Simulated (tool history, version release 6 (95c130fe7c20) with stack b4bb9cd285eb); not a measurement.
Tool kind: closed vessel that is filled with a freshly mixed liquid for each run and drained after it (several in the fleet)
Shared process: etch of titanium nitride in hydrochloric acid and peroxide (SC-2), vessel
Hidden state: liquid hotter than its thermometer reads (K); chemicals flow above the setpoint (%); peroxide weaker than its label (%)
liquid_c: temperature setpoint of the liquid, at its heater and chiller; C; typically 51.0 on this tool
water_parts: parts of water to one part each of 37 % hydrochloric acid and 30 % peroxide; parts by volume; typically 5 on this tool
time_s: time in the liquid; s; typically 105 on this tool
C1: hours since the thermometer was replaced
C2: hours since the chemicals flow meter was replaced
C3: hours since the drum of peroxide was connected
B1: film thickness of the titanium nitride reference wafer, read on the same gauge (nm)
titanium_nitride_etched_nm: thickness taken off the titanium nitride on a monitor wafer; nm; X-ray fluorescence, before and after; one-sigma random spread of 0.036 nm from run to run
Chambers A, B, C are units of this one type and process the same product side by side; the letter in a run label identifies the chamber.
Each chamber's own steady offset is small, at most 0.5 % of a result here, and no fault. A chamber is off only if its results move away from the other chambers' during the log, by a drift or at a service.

Run 1B, day 0.300: usual settings; C1 2232.7; C2 750.4; C3 219.1; B1 79.995. Result: titanium_nitride_etched_nm 4.1575 nm.
Run 2A, day 0.512: usual settings; C1 1084.9; C2 243.5; C3 240.2; B1 79.980. Result: titanium_nitride_etched_nm 4.1813 nm.
Run 3C, day 0.708: usual settings; C1 1901.3; C2 141.5; C3 161.7; B1 80.028. Result: titanium_nitride_etched_nm 4.2665 nm.
Run 4B, day 1.017: usual settings; C1 2249.9; C2 767.6; C3 236.3; B1 79.997. Result: titanium_nitride_etched_nm 4.1757 nm.
Run 5A, day 1.254: usual settings; C1 1102.7; C2 261.3; C3 258.0; B1 80.024. Result: titanium_nitride_etched_nm 4.2065 nm.
Run 6C, day 1.562: usual settings; C1 1921.8; C2 162.0; C3 182.2; B1 79.997. Result: titanium_nitride_etched_nm 4.2577 nm.
Run 7B, day 1.842: usual settings; C1 2269.7; C2 787.4; C3 256.1; B1 80.039. Result: titanium_nitride_etched_nm 4.1813 nm.
At day 2.008: chamber C: thermometer replaced.
Run 8C, day 2.104: usual settings; C1 2.3; C2 175.0; C3 195.2; B1 80.015. Result: titanium_nitride_etched_nm 4.1808 nm.
Run 9A, day 2.329: usual settings; C1 1128.5; C2 287.1; C3 283.8; B1 80.019. Result: titanium_nitride_etched_nm 4.2245 nm.
Run 10A, day 2.604: usual settings but liquid_c 46.5 C; C1 1135.1; C2 293.7; C3 290.4; B1 80.006. Result: titanium_nitride_etched_nm 3.1441 nm.
Run 11C, day 2.846: usual settings but liquid_c 46.5 C; C1 20.1; C2 192.8; C3 213.0; B1 79.999. Result: titanium_nitride_etched_nm 3.1018 nm.
Run 12B, day 3.096: usual settings but liquid_c 46.5 C; C1 2299.8; C2 817.5; C3 286.2; B1 80.032. Result: titanium_nitride_etched_nm 3.1007 nm.
Run 13B, day 3.408: usual settings; C1 2307.3; C2 825.0; C3 293.7; B1 79.974. Result: titanium_nitride_etched_nm 4.2241 nm.
Run 14A, day 3.654: usual settings but time_s 50 s; C1 1160.3; C2 318.9; C3 315.6; B1 80.004. Result: titanium_nitride_etched_nm 2.0899 nm.
Run 15C, day 3.958: usual settings but time_s 50 s; C1 46.8; C2 219.5; C3 239.7; B1 80.033. Result: titanium_nitride_etched_nm 1.9882 nm.
Run 16B, day 4.175: usual settings but time_s 50 s; C1 2325.7; C2 843.4; C3 312.1; B1 79.953. Result: titanium_nitride_etched_nm 1.9890 nm.
Run 17A, day 4.379: usual settings; C1 1177.7; C2 336.3; C3 333.0; B1 79.983. Result: titanium_nitride_etched_nm 4.5106 nm.
Run 18C, day 4.579: usual settings; C1 61.7; C2 234.4; C3 254.6; B1 79.973. Result: titanium_nitride_etched_nm 4.1948 nm.
Run 19C, day 4.767: usual settings; C1 66.2; C2 238.9; C3 259.1; B1 80.002. Result: titanium_nitride_etched_nm 4.2022 nm.
Run 20B, day 4.962: usual settings; C1 2344.6; C2 862.3; C3 331.0; B1 80.018. Result: titanium_nitride_etched_nm 4.1737 nm.
Run 21A, day 5.204: usual settings; C1 1197.5; C2 356.1; C3 352.8; B1 80.034. Result: titanium_nitride_etched_nm 4.5235 nm.
Run 22B, day 5.496: usual settings; C1 2357.4; C2 875.1; C3 343.8; B1 79.975. Result: titanium_nitride_etched_nm 4.1158 nm.
Run 23C, day 5.758: usual settings; C1 90.0; C2 262.7; C3 282.9; B1 79.965. Result: titanium_nitride_etched_nm 4.1843 nm.

All chambers now run identical settings, listed one chamber a line with results as question marks. What results will each chamber show?
Run 24A, day 5.996: usual settings. Result: titanium_nitride_etched_nm ?.
Run 24B, day 5.996: usual settings. Result: titanium_nitride_etched_nm ?.
Run 24C, day 5.996: usual settings. Result: titanium_nitride_etched_nm ?.

run  titanium_nitride_etched_nm
24A                      4.5692
24B                      4.2142
24C                      4.2112
